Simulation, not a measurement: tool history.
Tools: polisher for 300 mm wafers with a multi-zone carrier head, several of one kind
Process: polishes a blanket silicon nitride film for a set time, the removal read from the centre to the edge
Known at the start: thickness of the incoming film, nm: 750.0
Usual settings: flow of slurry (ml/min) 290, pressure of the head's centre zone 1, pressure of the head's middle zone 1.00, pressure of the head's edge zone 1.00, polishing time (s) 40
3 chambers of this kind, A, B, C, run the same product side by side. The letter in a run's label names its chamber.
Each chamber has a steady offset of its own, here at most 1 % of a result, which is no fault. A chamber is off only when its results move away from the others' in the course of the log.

| run | hour | flow of slurry (ml/min) | pressure of the head's centre zone | pressure of the head's middle zone | pressure of the head's edge zone | polishing time (s) | film removed at the wafer's centre (nm) | film removed at mid-radius (nm) | film removed at the wafer's edge (nm) |
|---|---|---|---|---|---|---|---|---|---|
| 1C | 11.0 | 290 | 1 | 1.00 | 1.00 | 40 | 77.028 | 76.772 | 77.629 |
| 2B | 22.4 | 290 | 1 | 1.00 | 1.00 | 40 | 77.386 | 76.869 | 77.470 |
| 3A | 30.6 | 290 | 1 | 1.00 | 1.00 | 40 | 75.293 | 75.251 | 77.407 |
| 4B | 44.8 | 290 | 1 | 1.00 | 1.00 | 40 | 78.334 | 77.785 | 76.606 |
| 5A | 51.0 | 290 | 1 | 1.00 | 1.00 | 40 | 76.260 | 78.181 | 76.682 |
| 6C | 62.2 | 290 | 1 | 1.00 | 1.00 | 40 | 77.200 | 77.086 | 76.187 |
|  | 65.9 | chamber B: worn pad replaced by a new one |
|  | 70.1 | chamber C: worn pad replaced by a new one |
| 7C | 72.3 | 290 | 1 | 1.00 | 1.06 | 40 | 77.760 | 76.712 | 79.994 |
|  | 79.9 | chamber A: worn pad replaced by a new one |
| 8B | 80.4 | 290 | 1 | 1.00 | 1.06 | 40 | 77.365 | 76.905 | 78.226 |
|  | 82.8 | chamber A: edge zone pressure recalibrated |
| 9A | 92.4 | 290 | 1 | 1.00 | 1.06 | 40 | 77.223 | 76.462 | 78.934 |
| 10A | 104.4 | 290 | 1 | 1.00 | 1.00 | 40 | 77.882 | 78.583 | 76.738 |
|  | 109.6 | chamber C: edge zone pressure recalibrated |
| 11C | 113.2 | 290 | 1 | 1.00 | 1.00 | 40 | 78.926 | 76.391 | 78.417 |
|  | 121.1 | chamber A: slurry nozzle cleaned |
| 12B | 121.1 | 290 | 1 | 1.00 | 1.00 | 40 | 77.099 | 77.421 | 77.589 |
| 13B | 129.8 | 290 | 1 | 1.00 | 1.00 | 40 | 76.281 | 77.508 | 77.990 |
|  | 138.9 | chamber B: worn pad replaced by a new one |
| 14C | 141.5 | 290 | 1 | 1.00 | 1.00 | 40 | 77.519 | 76.799 | 76.118 |
| 15A | 152.1 | 290 | 1 | 1.00 | 1.00 | 40 | 76.780 | 76.978 | 77.491 |
| 16A | 163.6 | 290 | 1 | 1.00 | 1.00 | 40 | 77.665 | 77.189 | 76.830 |
| 17C | 172.4 | 290 | 1 | 0.95 | 1.00 | 40 | 76.834 | 74.330 | 77.439 |
|  | 172.7 | chamber C: centre zone pressure recalibrated |
| 18B | 180.4 | 290 | 1 | 0.95 | 1.00 | 40 | 76.024 | 73.727 | 78.047 |
|  | 180.7 | chamber A: worn pad replaced by a new one |
| 19B | 192.8 | 290 | 1 | 0.95 | 1.00 | 40 | 76.681 | 72.663 | 77.086 |
| 20A | 205.5 | 290 | 1 | 0.89 | 0.92 | 40 | 77.034 | 69.415 | 74.442 |
|  | 211.7 | chamber B: worn pad replaced by a new one |
| 21C | 218.7 | 290 | 1 | 0.89 | 0.92 | 40 | 76.134 | 68.406 | 73.945 |
| 22A | 225.4 | 290 | 1 | 0.89 | 0.92 | 40 | 76.670 | 67.808 | 73.830 |
| 23B | 234.9 | 290 | 1 | 1.00 | 1.00 | 40 | 77.170 | 77.565 | 78.008 |
| 24C | 242.0 | 290 | 1 | 1.00 | 1.00 | 40 | 76.124 | 77.767 | 76.014 |
|  | 249.3 | chamber C: worn pad replaced by a new one |
| 25C | 251.9 | 290 | 1 | 1.00 | 1.00 | 40 | 77.769 | 78.662 | 76.876 |
| 26A | 262.3 | 290 | 1 | 1.00 | 0.94 | 27 | 51.774 | 52.331 | 50.775 |
|  | 273.9 | chamber A: worn pad replaced by a new one |
| 27B | 274.3 | 290 | 1 | 1.00 | 0.94 | 27 | 52.682 | 52.201 | 50.689 |
|  | 279.2 | chamber A: centre zone pressure recalibrated |
|  | 282.0 | chamber B: worn pad replaced by a new one |
| 28B | 288.2 | 290 | 1 | 1.00 | 0.94 | 27 | 52.739 | 52.100 | 50.885 |
| 29A | 301.2 | 290 | 1 | 1.00 | 1.00 | 40 | 76.267 | 77.057 | 76.784 |
| 30C | 312.9 | 290 | 1 | 1.00 | 1.00 | 40 | 76.741 | 77.035 | 76.570 |
| 31B | 324.1 | 290 | 1 | 1.00 | 1.00 | 40 | 77.523 | 76.776 | 76.398 |
| 32A | 338.2 | 290 | 1 | 1.00 | 1.00 | 40 | 76.064 | 76.877 | 75.883 |
| 33C | 344.6 | 290 | 1 | 1.07 | 1.00 | 48 | 92.384 | 102.000 | 92.860 |
|  | 346.6 | chamber B: worn pad replaced by a new one |
| 34B | 351.9 | 290 | 1 | 1.07 | 1.00 | 48 | 92.460 | 97.992 | 91.896 |
| 35A | 363.3 | 290 | 1 | 1.07 | 1.00 | 48 | 91.701 | 101.570 | 93.247 |

All 3 chambers run these settings next. Forecast each chamber's results:
| 36A | 373.6 | 290 | 1 | 1.00 | 1.00 | 40 | ? | ? | ? |
| 36B | 373.6 | 290 | 1 | 1.00 | 1.00 | 40 | ? | ? | ? |
| 36C | 373.6 | 290 | 1 | 1.00 | 1.00 | 40 | ? | ? | ? |

| run | film removed at the wafer's centre (nm) | film removed at mid-radius (nm) | film removed at the wafer's edge (nm) |
|---|---|---|---|
| 36A | 75.982 | 77.228 | 76.451 |
| 36B | 77.587 | 77.899 | 77.079 |
| 36C | 75.219 | 76.447 | 77.139 |

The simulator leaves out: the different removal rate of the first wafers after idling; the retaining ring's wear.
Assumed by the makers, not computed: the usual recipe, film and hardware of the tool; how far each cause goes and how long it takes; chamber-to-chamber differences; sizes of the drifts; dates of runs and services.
